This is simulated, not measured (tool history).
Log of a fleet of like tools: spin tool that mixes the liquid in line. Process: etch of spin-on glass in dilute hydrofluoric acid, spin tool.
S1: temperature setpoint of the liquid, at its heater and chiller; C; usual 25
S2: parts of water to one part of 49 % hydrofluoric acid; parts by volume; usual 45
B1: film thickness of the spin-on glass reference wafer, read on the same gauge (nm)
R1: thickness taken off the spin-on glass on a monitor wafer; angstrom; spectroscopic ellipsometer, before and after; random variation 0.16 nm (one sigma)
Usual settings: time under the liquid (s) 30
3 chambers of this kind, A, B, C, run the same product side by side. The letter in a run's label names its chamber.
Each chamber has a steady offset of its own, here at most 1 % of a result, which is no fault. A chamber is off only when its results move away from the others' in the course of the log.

run 1C hour=4.3 | S1=25 S2=45 time_under_the_liquid_(s)=30 | B1=39.996 | R1=182.66
run 2B hour=8.5 | S1=25 S2=45 time_under_the_liquid_(s)=30 | B1=39.968 | R1=181.25
run 3A hour=10.6 | S1=25 S2=45 time_under_the_liquid_(s)=30 | B1=40.006 | R1=181.75
run 4B hour=13.0 | S1=25 S2=45 time_under_the_liquid_(s)=30 | B1=40.008 | R1=180.87
run 5C hour=17.1 | S1=25 S2=45 time_under_the_liquid_(s)=30 | B1=40.002 | R1=183.33
run 6A hour=20.1 | S1=25 S2=45 time_under_the_liquid_(s)=35 | B1=40.014 | R1=207.14
run 7B hour=23.0 | S1=25 S2=45 time_under_the_liquid_(s)=35 | B1=40.003 | R1=211.80
run 8C hour=26.0 | S1=25 S2=45 time_under_the_liquid_(s)=35 | B1=40.010 | R1=211.95
run 9A hour=28.1 | S1=25 S2=45 time_under_the_liquid_(s)=30 | B1=40.005 | R1=185.53
run 10B hour=30.3 | S1=25 S2=45 time_under_the_liquid_(s)=30 | B1=40.001 | R1=183.43
run 11C hour=33.1 | S1=25 S2=45 time_under_the_liquid_(s)=30 | B1=40.004 | R1=181.72
run 12A hour=36.8 | S1=25 S2=45 time_under_the_liquid_(s)=30 | B1=39.984 | R1=185.33
run 13A hour=39.2 | S1=25 S2=35 time_under_the_liquid_(s)=40 | B1=39.987 | R1=320.84
run 14C hour=42.1 | S1=25 S2=35 time_under_the_liquid_(s)=40 | B1=40.025 | R1=309.21
run 15B hour=44.7 | S1=25 S2=35 time_under_the_liquid_(s)=40 | B1=39.994 | R1=312.98
run 16C hour=48.3 | S1=25 S2=45 time_under_the_liquid_(s)=30 | B1=39.992 | R1=180.42
run 17B hour=51.4 | S1=25 S2=45 time_under_the_liquid_(s)=30 | B1=40.004 | R1=184.50
run 18A hour=53.4 | S1=25 S2=45 time_under_the_liquid_(s)=30 | B1=39.982 | R1=189.51
run 19B hour=56.6 | S1=25 S2=45 time_under_the_liquid_(s)=30 | B1=39.998 | R1=182.31
run 20A hour=60.6 | S1=25 S2=45 time_under_the_liquid_(s)=30 | B1=40.017 | R1=190.85
run 21C hour=62.9 | S1=25 S2=45 time_under_the_liquid_(s)=30 | B1=40.014 | R1=179.43
run 22B hour=65.1 | S1=25 S2=45 time_under_the_liquid_(s)=30 | B1=40.028 | R1=183.58
run 23C hour=67.8 | S1=25 S2=45 time_under_the_liquid_(s)=30 | B1=40.002 | R1=180.98
run 24A hour=71.3 | S1=25 S2=45 time_under_the_liquid_(s)=30 | B1=40.020 | R1=197.50
run 25B hour=73.6 | S1=25 S2=45 time_under_the_liquid_(s)=30 | B1=40.001 | R1=182.92
run 26C hour=76.9 | S1=25 S2=45 time_under_the_liquid_(s)=30 | B1=40.002 | R1=178.63
run 27A hour=81.1 | S1=25 S2=45 time_under_the_liquid_(s)=30 | B1=40.015 | R1=199.66
run 28A hour=84.2 | S1=25 S2=45 time_under_the_liquid_(s)=30 | B1=40.008 | R1=199.25
run 29C hour=87.1 | S1=25 S2=45 time_under_the_liquid_(s)=30 | B1=39.999 | R1=179.61
run 30B hour=89.6 | S1=25 S2=45 time_under_the_liquid_(s)=30 | B1=40.007 | R1=182.88

Next, every chamber runs the same settings. What will each give?
run 31A hour=92.7 | S1=25 S2=35 time_under_the_liquid_(s)=30 | R1=?
run 31B hour=92.7 | S1=25 S2=35 time_under_the_liquid_(s)=30 | R1=?
run 31C hour=92.7 | S1=25 S2=35 time_under_the_liquid_(s)=30 | R1=?

run=31A R1=264.78
run=31B R1=237.01
run=31C R1=236.18
